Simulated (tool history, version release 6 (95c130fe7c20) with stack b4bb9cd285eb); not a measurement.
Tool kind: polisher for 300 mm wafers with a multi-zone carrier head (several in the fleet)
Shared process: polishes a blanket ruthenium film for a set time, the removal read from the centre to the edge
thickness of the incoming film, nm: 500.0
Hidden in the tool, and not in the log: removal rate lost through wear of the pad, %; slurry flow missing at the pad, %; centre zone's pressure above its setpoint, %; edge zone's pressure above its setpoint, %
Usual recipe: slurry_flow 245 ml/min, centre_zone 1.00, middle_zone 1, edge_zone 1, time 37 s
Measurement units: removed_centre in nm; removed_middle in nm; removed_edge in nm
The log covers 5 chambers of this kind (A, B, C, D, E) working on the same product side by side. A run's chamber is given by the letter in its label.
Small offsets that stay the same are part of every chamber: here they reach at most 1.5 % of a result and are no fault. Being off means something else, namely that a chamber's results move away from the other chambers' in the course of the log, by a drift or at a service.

run,hour,slurry_flow,centre_zone,middle_zone,edge_zone,time,wafers polished on this pad,hours since the slurry nozzle was cleaned,hours since the centre zone pressure was calibrated,hours since the edge zone pressure was calibrated,removed_centre,removed_middle,removed_edge
# hour 4.2: chamber E: worn pad replaced by a new one
1E,4.6,245,1.00,1,1,37,8,520.6,965.4,148.2,39.123,39.347,39.634
# hour 7.0: chamber B: centre zone pressure recalibrated
2B,12.0,245,1.00,1,1,37,802,14.5,5.1,543.4,39.885,39.961,39.113
3D,19.7,245,1.00,1,1,37,450,274.9,430.3,165.1,38.977,39.821,39.761
# hour 24.0: chamber A: worn pad replaced by a new one
4C,24.4,245,1.00,1,1,37,984,53.3,623.9,65.4,39.275,38.871,39.392
# hour 26.2: chamber B: worn pad replaced by a new one
5A,29.9,245,1.00,1,1,37,107,97.5,145.1,438.8,39.994,39.456,39.281
# hour 30.6: chamber C: worn pad replaced by a new one
6C,35.7,245,1.00,1,1,37,92,64.6,635.2,76.7,39.538,39.254,38.992
7E,39.3,245,1.00,1,1,37,637,555.3,1000.1,182.9,38.731,38.433,39.769
8D,43.8,245,1.00,1,1,37,886,299.0,454.4,189.2,38.950,39.230,40.049
9A,49.5,245,1.00,1,1,37,462,117.1,164.7,458.4,39.570,39.843,39.893
10B,53.0,245,1.00,1,1,37,486,55.5,46.1,584.4,40.143,39.256,39.777
# hour 55.9: chamber E: worn pad replaced by a new one
11B,59.3,245,1.00,1,1,37,600,61.8,52.4,590.7,39.409,39.722,39.612
12E,64.8,245,1.00,1,1,37,161,580.8,1025.6,208.4,39.529,39.881,39.585
# hour 68.1: chamber A: worn pad replaced by a new one
13D,68.4,245,1.00,1,1,37,1331,323.6,479.0,213.8,39.173,39.467,39.845
14C,75.5,245,1.00,1,1,37,813,104.4,675.0,116.5,39.630,38.955,38.314
# hour 79.3: chamber D: worn pad replaced by a new one
15A,80.0,245,1.00,1,1,37,217,147.6,195.2,488.9,38.923,39.369,38.444
# hour 83.0: chamber C: worn pad replaced by a new one
# hour 86.7: chamber B: worn pad replaced by a new one
16E,86.7,245,1.00,1,1,37,557,602.7,1047.5,230.3,39.332,39.269,39.283
17C,93.6,245,1.07,1,1,41,191,122.5,693.1,134.6,47.583,44.076,43.562
18B,98.4,245,1.07,1,1,41,213,100.9,91.5,629.8,46.607,43.956,43.415
19A,102.0,245,1.07,1,1,41,615,169.6,217.2,510.9,46.964,43.395,43.184
20D,105.9,245,1.07,1,1,41,482,361.1,516.5,251.3,47.244,43.295,43.767
# hour 107.4: chamber E: worn pad replaced by a new one
21D,113.1,245,1.07,1,1,41,613,368.3,523.7,258.5,47.161,43.570,43.997
22C,116.6,245,1.00,1,1,37,608,145.5,716.1,157.6,39.642,39.744,38.832
# hour 121.5: chamber A: worn pad replaced by a new one
23B,123.5,245,1.00,1,1,37,667,126.0,116.6,654.9,40.357,38.407,39.317
24A,129.9,245,1.00,1,1,37,152,197.5,245.1,538.8,38.913,37.220,38.418
25E,133.4,245,1.00,1,1,37,471,649.4,1094.2,277.0,39.049,39.540,39.355
26A,137.0,245,1.00,1,1,37,281,204.6,252.2,545.9,38.190,36.856,37.932
# hour 139.7: chamber B: worn pad replaced by a new one
# hour 140.4: chamber C: worn pad replaced by a new one
27D,142.0,245,1.00,1,1,37,1136,397.2,552.6,287.4,38.206,39.023,39.626
28E,145.7,245,1.00,1,1,37,693,661.7,1106.5,289.3,39.138,39.769,39.225
29B,149.7,245,1.00,1,1,37,182,152.2,142.8,681.1,39.896,38.826,39.843
30C,156.8,245,1.00,1,1,37,297,185.7,756.3,197.8,39.382,38.557,38.746
31D,164.5,245,1.00,1,1,37,1543,419.7,575.1,309.9,38.748,40.172,40.084

All chambers now run identical settings, listed one chamber a line with results as question marks. What results will each chamber show?
32A,170.3,245,1.00,1,1,37,,,,,?,?,?
32B,170.3,245,1.00,1,1,37,,,,,?,?,?
32C,170.3,245,1.00,1,1,37,,,,,?,?,?
32D,170.3,245,1.00,1,1,37,,,,,?,?,?
32E,170.3,245,1.00,1,1,37,,,,,?,?,?

run,removed_centre,removed_middle,removed_edge
32A,36.138,36.887,37.753
32B,39.360,39.596,39.207
32C,39.457,39.009,39.105
32D,38.969,38.740,39.531
32E,38.901,39.762,40.221
